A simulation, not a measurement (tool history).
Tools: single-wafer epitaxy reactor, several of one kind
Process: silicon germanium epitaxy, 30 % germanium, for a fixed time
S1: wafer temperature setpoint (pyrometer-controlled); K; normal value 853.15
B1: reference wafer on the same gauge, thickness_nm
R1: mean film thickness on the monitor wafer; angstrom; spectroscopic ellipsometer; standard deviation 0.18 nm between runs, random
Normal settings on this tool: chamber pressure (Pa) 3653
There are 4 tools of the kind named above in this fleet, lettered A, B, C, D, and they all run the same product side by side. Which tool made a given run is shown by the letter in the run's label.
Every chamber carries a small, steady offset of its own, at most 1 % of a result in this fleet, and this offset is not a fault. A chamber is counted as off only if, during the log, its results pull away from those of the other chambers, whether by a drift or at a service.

run 1D hour=4.7 | S1=853.15 chamber_pressure_(Pa)=3653 | B1=49.493 | R1=460.04
run 2B hour=8.9 | S1=853.15 chamber_pressure_(Pa)=3653 | B1=49.513 | R1=462.31
run 3C hour=15.5 | S1=853.15 chamber_pressure_(Pa)=3653 | B1=49.525 | R1=459.23
run 4A hour=20.6 | S1=853.15 chamber_pressure_(Pa)=3653 | B1=49.523 | R1=457.84
run 5D hour=27.8 | S1=853.15 chamber_pressure_(Pa)=3653 | B1=49.491 | R1=460.35
run 6B hour=37 | S1=853.15 chamber_pressure_(Pa)=3653 | B1=49.529 | R1=461.3
run 7C hour=45.5 | S1=853.15 chamber_pressure_(Pa)=3653 | B1=49.425 | R1=460.27
run 8A hour=50.5 | S1=853.15 chamber_pressure_(Pa)=3653 | B1=49.514 | R1=460.7
run 9A hour=57.1 | S1=853.15 chamber_pressure_(Pa)=3653 | B1=49.482 | R1=463.9
run 10B hour=65.8 | S1=853.15 chamber_pressure_(Pa)=3653 | B1=49.461 | R1=462.87
run 11D hour=75.2 | S1=853.15 chamber_pressure_(Pa)=4093 | B1=49.463 | R1=482.56
run 12C hour=82.8 | S1=853.15 chamber_pressure_(Pa)=4093 | B1=49.527 | R1=477.75
run 13D hour=89.7 | S1=853.15 chamber_pressure_(Pa)=4093 | B1=49.543 | R1=485.74
run 14A hour=96.1 | S1=853.15 chamber_pressure_(Pa)=4093 | B1=49.527 | R1=486.1
run 15C hour=102.8 | S1=853.15 chamber_pressure_(Pa)=3653 | B1=49.493 | R1=456.47
run 16B hour=108.3 | S1=853.15 chamber_pressure_(Pa)=3653 | B1=49.446 | R1=465.44
run 17B hour=117.2 | S1=853.15 chamber_pressure_(Pa)=3653 | B1=49.527 | R1=461.17
run 18A hour=126.6 | S1=853.15 chamber_pressure_(Pa)=3653 | B1=49.522 | R1=458.24
run 19C hour=130.9 | S1=853.15 chamber_pressure_(Pa)=3653 | B1=49.506 | R1=457.49
run 20D hour=139.6 | S1=853.15 chamber_pressure_(Pa)=3653 | B1=49.505 | R1=457.75
run 21D hour=148.7 | S1=841.15 chamber_pressure_(Pa)=3333 | B1=49.532 | R1=347.24
run 22A hour=158.3 | S1=841.15 chamber_pressure_(Pa)=3333 | B1=49.496 | R1=351.97
run 23C hour=163.1 | S1=841.15 chamber_pressure_(Pa)=3333 | B1=49.516 | R1=350.31
run 24B hour=167.5 | S1=841.15 chamber_pressure_(Pa)=3333 | B1=49.545 | R1=356.56
run 25B hour=174.7 | S1=853.15 chamber_pressure_(Pa)=3653 | B1=49.454 | R1=466.44
run 26C hour=180.7 | S1=853.15 chamber_pressure_(Pa)=3653 | B1=49.472 | R1=455.49
run 27A hour=186.8 | S1=853.15 chamber_pressure_(Pa)=3653 | B1=49.542 | R1=461.01
run 28D hour=195.1 | S1=853.15 chamber_pressure_(Pa)=3653 | B1=49.521 | R1=454.74
run 29B hour=201.6 | S1=853.15 chamber_pressure_(Pa)=4106 | B1=49.435 | R1=485.58
run 30A hour=208.7 | S1=853.15 chamber_pressure_(Pa)=4106 | B1=49.574 | R1=481.91
run 31C hour=213.1 | S1=853.15 chamber_pressure_(Pa)=4106 | B1=49.465 | R1=480.46
run 32D hour=217.9 | S1=853.15 chamber_pressure_(Pa)=4106 | B1=49.519 | R1=472.55
run 33B hour=225.4 | S1=853.15 chamber_pressure_(Pa)=3653 | B1=49.449 | R1=463.2
run 34C hour=230.2 | S1=853.15 chamber_pressure_(Pa)=3653 | B1=49.551 | R1=458.03
run 35D hour=235.8 | S1=853.15 chamber_pressure_(Pa)=3653 | B1=49.47 | R1=447.99
run 36A hour=242.7 | S1=853.15 chamber_pressure_(Pa)=3653 | B1=49.492 | R1=461.91

The same settings go to every chamber for the next run, one line per chamber below. Forecast the results for each:
run 37A hour=249.7 | S1=853.15 chamber_pressure_(Pa)=3026 | R1=?
run 37B hour=249.7 | S1=853.15 chamber_pressure_(Pa)=3026 | R1=?
run 37C hour=249.7 | S1=853.15 chamber_pressure_(Pa)=3026 | R1=?
run 37D hour=249.7 | S1=853.15 chamber_pressure_(Pa)=3026 | R1=?

run=37A R1=428.4
run=37B R1=427.22
run=37C R1=426.58
run=37D R1=419.36
